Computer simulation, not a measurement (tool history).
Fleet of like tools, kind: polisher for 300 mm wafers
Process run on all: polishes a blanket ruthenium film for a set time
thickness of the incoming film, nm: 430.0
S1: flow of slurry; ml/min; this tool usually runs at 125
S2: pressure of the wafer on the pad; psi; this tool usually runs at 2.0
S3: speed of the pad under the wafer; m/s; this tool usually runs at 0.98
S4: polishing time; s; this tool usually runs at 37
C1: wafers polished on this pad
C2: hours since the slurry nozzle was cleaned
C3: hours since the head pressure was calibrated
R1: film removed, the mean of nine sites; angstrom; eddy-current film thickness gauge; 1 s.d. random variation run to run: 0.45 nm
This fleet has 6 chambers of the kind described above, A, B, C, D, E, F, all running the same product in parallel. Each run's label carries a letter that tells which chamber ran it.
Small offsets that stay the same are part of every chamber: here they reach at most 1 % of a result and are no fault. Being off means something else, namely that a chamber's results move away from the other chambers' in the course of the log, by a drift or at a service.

-- hour=1.8 chamber C: worn pad replaced by a new one
-- hour=8.4 chamber B: head pressure recalibrated
run 1A hour=9.6 | S1=125 S2=2.0 S3=0.98 S4=37 | C1=172 C2=406.4 C3=383.3 | R1=359.11
run 2C hour=21.8 | S1=125 S2=2.0 S3=0.98 S4=37 | C1=330 C2=325.9 C3=35.9 | R1=351.72
-- hour=24.7 chamber F: worn pad replaced by a new one
-- hour=26.0 chamber B: slurry nozzle cleaned
-- hour=29.3 chamber B: worn pad replaced by a new one
run 3F hour=30.1 | S1=125 S2=2.0 S3=0.98 S4=37 | C1=89 C2=84.3 C3=272.6 | R1=351.70
-- hour=34.0 chamber E: worn pad replaced by a new one
run 4D hour=36.5 | S1=125 S2=2.0 S3=0.98 S4=37 | C1=651 C2=90.1 C3=1073.5 | R1=357.17
run 5E hour=50.0 | S1=125 S2=2.0 S3=0.98 S4=37 | C1=265 C2=162.9 C3=797.5 | R1=353.89
run 6B hour=55.9 | S1=125 S2=2.0 S3=0.98 S4=37 | C1=439 C2=30.0 C3=47.6 | R1=355.39
-- hour=61.2 chamber A: worn pad replaced by a new one
-- hour=67.8 chamber C: worn pad replaced by a new one
run 7B hour=67.8 | S1=125 S2=2.0 S3=0.98 S4=37 | C1=636 C2=41.9 C3=59.5 | R1=350.18
-- hour=70.2 chamber D: worn pad replaced by a new one
-- hour=76.5 chamber E: head pressure recalibrated
run 8A hour=76.5 | S1=125 S2=2.0 S3=0.98 S4=37 | C1=253 C2=473.3 C3=450.2 | R1=353.86
run 9C hour=82.7 | S1=125 S2=2.0 S3=0.98 S4=37 | C1=245 C2=386.8 C3=96.8 | R1=353.66
-- hour=84.0 chamber F: worn pad replaced by a new one
run 10F hour=91.3 | S1=125 S2=2.0 S3=0.98 S4=37 | C1=121 C2=145.5 C3=333.8 | R1=353.23
-- hour=94.4 chamber B: worn pad replaced by a new one
run 11D hour=99.6 | S1=125 S2=2.0 S3=0.98 S4=37 | C1=486 C2=153.2 C3=1136.6 | R1=357.75
-- hour=100.7 chamber E: worn pad replaced by a new one
run 12E hour=105.4 | S1=125 S2=2.0 S3=0.98 S4=37 | C1=78 C2=218.3 C3=29.0 | R1=357.29
run 13D hour=113.1 | S1=125 S2=2.0 S3=0.72 S4=47 | C1=708 C2=166.7 C3=1150.1 | R1=337.48
run 14B hour=121.7 | S1=125 S2=2.0 S3=0.72 S4=47 | C1=450 C2=95.8 C3=113.4 | R1=326.33
run 15F hour=128.0 | S1=125 S2=2.0 S3=0.72 S4=47 | C1=727 C2=182.2 C3=370.5 | R1=328.17
-- hour=131.6 chamber C: worn pad replaced by a new one
-- hour=132.8 chamber D: worn pad replaced by a new one
-- hour=135.3 chamber A: worn pad replaced by a new one
run 16A hour=138.6 | S1=125 S2=2.0 S3=0.72 S4=47 | C1=54 C2=535.4 C3=512.3 | R1=332.90
run 17C hour=145.5 | S1=125 S2=2.0 S3=0.72 S4=47 | C1=230 C2=449.6 C3=159.6 | R1=337.40
-- hour=146.7 chamber F: worn pad replaced by a new one
run 18E hour=157.7 | S1=125 S2=2.0 S3=0.72 S4=47 | C1=941 C2=270.6 C3=81.3 | R1=341.04
-- hour=164.6 chamber B: worn pad replaced by a new one
run 19E hour=168.0 | S1=125 S2=2.5 S3=0.98 S4=37 | C1=1111 C2=280.9 C3=91.6 | R1=451.41
-- hour=168.4 chamber E: worn pad replaced by a new one
run 20A hour=174.2 | S1=125 S2=2.5 S3=0.98 S4=37 | C1=642 C2=571.0 C3=547.9 | R1=462.84
-- hour=183.9 chamber D: head pressure recalibrated
run 21C hour=184.9 | S1=125 S2=2.5 S3=0.98 S4=37 | C1=880 C2=489.0 C3=199.0 | R1=445.44
-- hour=194.1 chamber C: worn pad replaced by a new one
-- hour=195.4 chamber D: worn pad replaced by a new one
run 22D hour=196.5 | S1=125 S2=2.5 S3=0.98 S4=37 | C1=19 C2=250.1 C3=12.7 | R1=438.68
run 23F hour=202.6 | S1=125 S2=2.5 S3=0.98 S4=37 | C1=923 C2=256.8 C3=445.1 | R1=450.58
-- hour=204.3 chamber A: worn pad replaced by a new one
-- hour=205.4 chamber A: slurry nozzle cleaned
run 24B hour=211.4 | S1=125 S2=2.5 S3=0.98 S4=37 | C1=772 C2=185.5 C3=203.1 | R1=436.69
run 25C hour=224.1 | S1=125 S2=2.0 S3=0.72 S4=37 | C1=495 C2=528.2 C3=238.2 | R1=257.11
-- hour=225.8 chamber F: worn pad replaced by a new one
-- hour=226.8 chamber B: worn pad replaced by a new one
run 26A hour=236.7 | S1=125 S2=2.0 S3=0.72 S4=37 | C1=534 C2=31.4 C3=610.4 | R1=260.99
-- hour=237.7 chamber E: worn pad replaced by a new one
run 27E hour=243.5 | S1=125 S2=2.0 S3=0.72 S4=37 | C1=96 C2=356.4 C3=167.1 | R1=263.29
-- hour=249.1 chamber F: slurry nozzle cleaned
run 28F hour=255.6 | S1=125 S2=2.0 S3=0.72 S4=37 | C1=493 C2=6.6 C3=498.1 | R1=259.48
run 29B hour=266.1 | S1=125 S2=2.0 S3=0.72 S4=37 | C1=649 C2=240.2 C3=257.8 | R1=262.12
-- hour=270.5 chamber C: worn pad replaced by a new one
-- hour=273.1 chamber D: worn pad replaced by a new one
run 30D hour=276.2 | S1=125 S2=2.0 S3=0.72 S4=37 | C1=51 C2=329.8 C3=92.4 | R1=264.54
-- hour=280.6 chamber A: worn pad replaced by a new one
run 31E hour=283.8 | S1=125 S2=2.0 S3=0.98 S4=37 | C1=761 C2=396.7 C3=207.4 | R1=349.99
-- hour=290.4 chamber F: worn pad replaced by a new one
run 32C hour=293.5 | S1=125 S2=2.0 S3=0.98 S4=37 | C1=381 C2=597.6 C3=307.6 | R1=353.90
-- hour=295.1 chamber B: worn pad replaced by a new one
run 33A hour=304.1 | S1=125 S2=2.0 S3=0.98 S4=37 | C1=388 C2=98.8 C3=677.8 | R1=358.17
run 34D hour=314.1 | S1=125 S2=2.0 S3=0.98 S4=37 | C1=676 C2=367.7 C3=130.3 | R1=356.39
run 35B hour=325.0 | S1=125 S2=2.0 S3=0.78 S4=37 | C1=493 C2=299.1 C3=316.7 | R1=284.76
-- hour=335.3 chamber D: worn pad replaced by a new one
run 36F hour=335.3 | S1=125 S2=2.0 S3=0.78 S4=37 | C1=742 C2=86.3 C3=577.8 | R1=278.06
run 37D hour=347.2 | S1=125 S2=2.0 S3=0.78 S4=37 | C1=196 C2=400.8 C3=163.4 | R1=286.07

One chamber off, gauge drift, or nothing amiss beyond the chambers' own small offsets? If it is a chamber, which one, and what is the likeliest cause?

Neither any chamber nor the gauge drifts; the chambers differ only by their own small, steady offsets.
